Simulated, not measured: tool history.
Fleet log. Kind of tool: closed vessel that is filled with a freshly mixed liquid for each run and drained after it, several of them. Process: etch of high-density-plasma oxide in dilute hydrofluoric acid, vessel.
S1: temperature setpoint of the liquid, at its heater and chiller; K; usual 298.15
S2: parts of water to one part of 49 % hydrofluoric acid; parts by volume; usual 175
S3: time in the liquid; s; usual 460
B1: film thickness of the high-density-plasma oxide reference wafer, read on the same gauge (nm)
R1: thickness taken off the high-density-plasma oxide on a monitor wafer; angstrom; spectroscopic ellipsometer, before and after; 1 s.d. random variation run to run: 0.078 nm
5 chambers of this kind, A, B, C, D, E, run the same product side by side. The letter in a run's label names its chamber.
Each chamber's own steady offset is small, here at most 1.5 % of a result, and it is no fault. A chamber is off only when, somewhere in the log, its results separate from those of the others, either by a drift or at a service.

| run | day | S1 | S2 | S3 | B1 | R1 |
|---|---|---|---|---|---|---|
| 1D | 0.521 | 298.15 | 175 | 460 | 150.02 | 128.450 |
| 2E | 0.800 | 298.15 | 175 | 460 | 150.00 | 128.990 |
| 3C | 1.096 | 298.15 | 175 | 460 | 150.02 | 127.130 |
| 4A | 1.583 | 298.15 | 175 | 460 | 150.00 | 125.650 |
| 5B | 2.088 | 298.15 | 175 | 460 | 149.99 | 126.760 |
| 6D | 2.475 | 298.15 | 175 | 460 | 150.00 | 127.870 |
|  | 2.538 | chamber E: hydrofluoric acid flow meter replaced |
| 7B | 2.988 | 298.15 | 175 | 255 | 149.99 | 69.919 |
| 8A | 3.329 | 298.15 | 175 | 255 | 150.03 | 70.164 |
| 9C | 3.771 | 298.15 | 175 | 255 | 150.03 | 69.879 |
| 10E | 4.212 | 298.15 | 175 | 255 | 150.01 | 71.418 |
|  | 4.617 | chamber C: hydrofluoric acid flow meter replaced |
| 11B | 4.617 | 298.15 | 175 | 255 | 149.95 | 70.391 |
| 12C | 5.262 | 298.15 | 175 | 460 | 149.97 | 127.070 |
| 13E | 5.688 | 298.15 | 175 | 460 | 150.01 | 129.250 |
| 14A | 6.338 | 298.15 | 175 | 460 | 150.00 | 126.510 |
| 15D | 6.883 | 298.15 | 175 | 460 | 149.98 | 128.530 |
| 16D | 7.375 | 298.15 | 175 | 460 | 150.04 | 128.650 |
| 17B | 7.742 | 298.15 | 175 | 665 | 150.05 | 181.730 |
| 18A | 8.233 | 298.15 | 175 | 665 | 150.00 | 181.620 |
| 19E | 8.583 | 298.15 | 175 | 665 | 150.04 | 189.100 |
| 20C | 9.038 | 298.15 | 175 | 665 | 150.00 | 186.690 |
| 21D | 9.396 | 298.15 | 175 | 665 | 150.00 | 184.810 |
| 22E | 9.904 | 298.15 | 110 | 460 | 149.98 | 221.270 |
| 23B | 10.533 | 298.15 | 110 | 460 | 149.97 | 216.140 |
| 24C | 11.033 | 298.15 | 110 | 460 | 150.02 | 228.610 |
| 25A | 11.675 | 298.15 | 110 | 460 | 149.95 | 217.130 |
| 26D | 12.321 | 298.15 | 110 | 460 | 149.94 | 219.490 |
| 27B | 12.696 | 298.15 | 175 | 460 | 149.98 | 126.440 |
| 28C | 13.333 | 298.15 | 175 | 460 | 149.96 | 134.560 |
| 29E | 13.733 | 298.15 | 175 | 460 | 149.96 | 128.620 |
| 30A | 14.233 | 298.15 | 175 | 460 | 150.04 | 126.940 |
| 31C | 14.796 | 298.15 | 175 | 555 | 149.98 | 164.360 |
| 32B | 15.092 | 298.15 | 175 | 555 | 150.03 | 152.660 |

Is one chamber off against the others, does the gauge drift, or is nothing wrong? If a chamber is off, say which, and what the likeliest cause is.

One chamber, C, drifts off from the rest bit by bit.
Likeliest cause: liquid hotter than its thermometer reads (K) = 2.
The log might look much the same if the cause were instead: hydrofluoric acid flow above the setpoint (%).

Which of the 4 candidates below, each the usual settings with something changed and its results left as question marks, puts chamber C back in line with what the other chambers give on the usual settings?
A result is in line if it is within this distance of the other chambers' mean on the usual settings: R1 2.700 angstrom
| 33C-1 | 15.562 | 298.15 | 175 | 470 |  | ? |
| 33C-2 | 15.562 | 298.15 | 170 | 475 |  | ? |
| 33C-3 | 15.562 | 297.65 | 175 | 460 |  | ? |
| 33C-4 | 15.562 | 298.15 | 180 | 445 |  | ? |

Average result of the remaining chambers running the usual settings: R1 127.600 angstrom
| run | R1 |
|---|---|
| 33C-1 | 139.100 |
| 33C-2 | 145.580 |
| 33C-3 | 133.680 |
| 33C-4 | 127.290 |
33C-4 brings the chamber back in line.
